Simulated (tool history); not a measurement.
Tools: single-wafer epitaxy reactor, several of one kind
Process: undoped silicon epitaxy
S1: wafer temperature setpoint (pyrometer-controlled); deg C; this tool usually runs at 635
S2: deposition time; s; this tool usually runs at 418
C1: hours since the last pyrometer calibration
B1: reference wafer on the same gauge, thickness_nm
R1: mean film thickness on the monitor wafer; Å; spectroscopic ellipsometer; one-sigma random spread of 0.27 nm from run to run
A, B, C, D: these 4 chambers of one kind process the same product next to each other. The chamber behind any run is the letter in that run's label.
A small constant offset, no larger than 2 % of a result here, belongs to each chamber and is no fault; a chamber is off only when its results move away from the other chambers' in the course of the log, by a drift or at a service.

Run 1A, day 0.296: usual settings; C1 1099.5; B1 49.439. Result: R1 501.64 Å.
Run 2C, day 0.454: usual settings; C1 1479.5; B1 49.509. Result: R1 499.23 Å.
Run 3D, day 0.658: usual settings; C1 313.5; B1 49.497. Result: R1 499.98 Å.
Run 4B, day 0.858: usual settings; C1 1841.1; B1 49.546. Result: R1 510.68 Å.
Run 5C, day 1.058: usual settings; C1 1494; B1 49.554. Result: R1 502.47 Å.
At day 1.067: chamber C: pyrometer calibrated.
Run 6D, day 1.292: usual settings; C1 328.7; B1 49.493. Result: R1 504.89 Å.
Run 7B, day 1.429: usual settings; C1 1854.8; B1 49.529. Result: R1 510.84 Å.
Run 8A, day 1.633: usual settings; C1 1131.6; B1 49.53. Result: R1 511.56 Å.
Run 9C, day 1.896: usual settings but S1 641 deg C, S2 485 s; C1 20; B1 49.455. Result: R1 658.34 Å.
Run 10D, day 2.088: usual settings but S1 641 deg C, S2 485 s; C1 347.8; B1 49.537. Result: R1 665.4 Å.
Run 11A, day 2.25: usual settings but S1 641 deg C, S2 485 s; C1 1146.4; B1 49.51. Result: R1 675.14 Å.
Run 12B, day 2.533: usual settings but S1 641 deg C, S2 485 s; C1 1881.3; B1 49.492. Result: R1 673.33 Å.
At day 2.754: chamber B: pyrometer calibrated.
Run 13B, day 2.758: usual settings; C1 0.2; B1 49.436. Result: R1 480.24 Å.
Run 14C, day 3.025: usual settings; C1 47.1; B1 49.494. Result: R1 499.29 Å.
Run 15A, day 3.242: usual settings but S1 641 deg C, S2 349 s; C1 1170.2; B1 49.457. Result: R1 488.48 Å.
Run 16D, day 3.475: usual settings but S1 641 deg C, S2 349 s; C1 381.1; B1 49.508. Result: R1 477.98 Å.
Run 17C, day 3.7: usual settings but S1 641 deg C, S2 349 s; C1 63.3; B1 49.496. Result: R1 480.09 Å.
Run 18A, day 3.871: usual settings but S1 641 deg C, S2 349 s; C1 1185.3; B1 49.56. Result: R1 485.41 Å.
Run 19B, day 4.029: usual settings; C1 30.7; B1 49.516. Result: R1 479.58 Å.
Run 20D, day 4.296: usual settings; C1 400.8; B1 49.459. Result: R1 497.04 Å.
Run 21C, day 4.446: usual settings; C1 81.2; B1 49.468. Result: R1 496.04 Å.
Run 22A, day 4.617: usual settings but S1 624 deg C; C1 1203.2; B1 49.522. Result: R1 391.85 Å.
Run 23B, day 4.817: usual settings but S1 624 deg C; C1 49.6; B1 49.531. Result: R1 377.82 Å.
Run 24D, day 4.975: usual settings but S1 624 deg C; C1 417.1; B1 49.475. Result: R1 389.12 Å.
Run 25D, day 5.208: usual settings but S1 624 deg C; C1 422.7; B1 49.473. Result: R1 391.39 Å.
Run 26B, day 5.467: usual settings; C1 65.2; B1 49.517. Result: R1 481.51 Å.
Run 27C, day 5.65: usual settings; C1 110.1; B1 49.444. Result: R1 497.8 Å.
Run 28A, day 5.921: usual settings but S1 623 deg C, S2 462 s; C1 1234.5; B1 49.53. Result: R1 423.3 Å.
Run 29B, day 6.1: usual settings but S1 623 deg C, S2 462 s; C1 80.4; B1 49.508. Result: R1 406.69 Å.
At day 6.254: chamber A: pyrometer calibrated.
Run 30A, day 6.375: usual settings but S1 623 deg C, S2 462 s; C1 3; B1 49.525. Result: R1 425 Å.
Run 31D, day 6.558: usual settings but S1 623 deg C, S2 462 s; C1 455.1; B1 49.476. Result: R1 421.92 Å.
Run 32C, day 6.833: usual settings; C1 138.5; B1 49.549. Result: R1 499.14 Å.
Run 33B, day 7.092: usual settings but S1 647 deg C, S2 481 s; C1 104.2; B1 49.515. Result: R1 732.41 Å.
Run 34A, day 7.242: usual settings but S1 647 deg C, S2 481 s; C1 23.8; B1 49.488. Result: R1 766.85 Å.
Run 35D, day 7.546: usual settings but S1 647 deg C, S2 481 s; C1 478.8; B1 49.484. Result: R1 751.44 Å.
Run 36C, day 7.804: usual settings but S1 647 deg C, S2 481 s; C1 161.8; B1 49.491. Result: R1 754.53 Å.
Run 37B, day 8.042: usual settings; C1 127; B1 49.444. Result: R1 484.19 Å.

Which is it: a chamber that has drifted or been left off by a service, a gauge drift common to all chambers, or only each chamber's usual small offset? If a chamber is off, name it and its likeliest cause.

Chamber B came out of a service off from its peers and stayed that way.
Cause: wafer temperature below the value expected at the setpoint (K) = 2.48.

Which of the 4 candidates below, each the usual settings with something changed and its results left as question marks, puts chamber B back in line with what the other chambers give on the usual settings?
In-line tolerance around the mean of the other chambers on the usual settings: R1 9.6 Å
Run 38B-1, day 8.258: usual settings but S2 433 s. Result: R1 ?.
Run 38B-2, day 8.258: usual settings but S1 634 deg C, S2 414 s. Result: R1 ?.
Run 38B-3, day 8.258: usual settings but S1 637 deg C, S2 426 s. Result: R1 ?.
Run 38B-4, day 8.258: usual settings but S1 633 deg C, S2 410 s. Result: R1 ?.

Mean of the other chambers on the usual settings: R1 501.87 Å
  run      R1
38B-1  500.77
38B-2  468.09
38B-3  515.38
38B-4  453.19
38B-1 brings the chamber back in line.
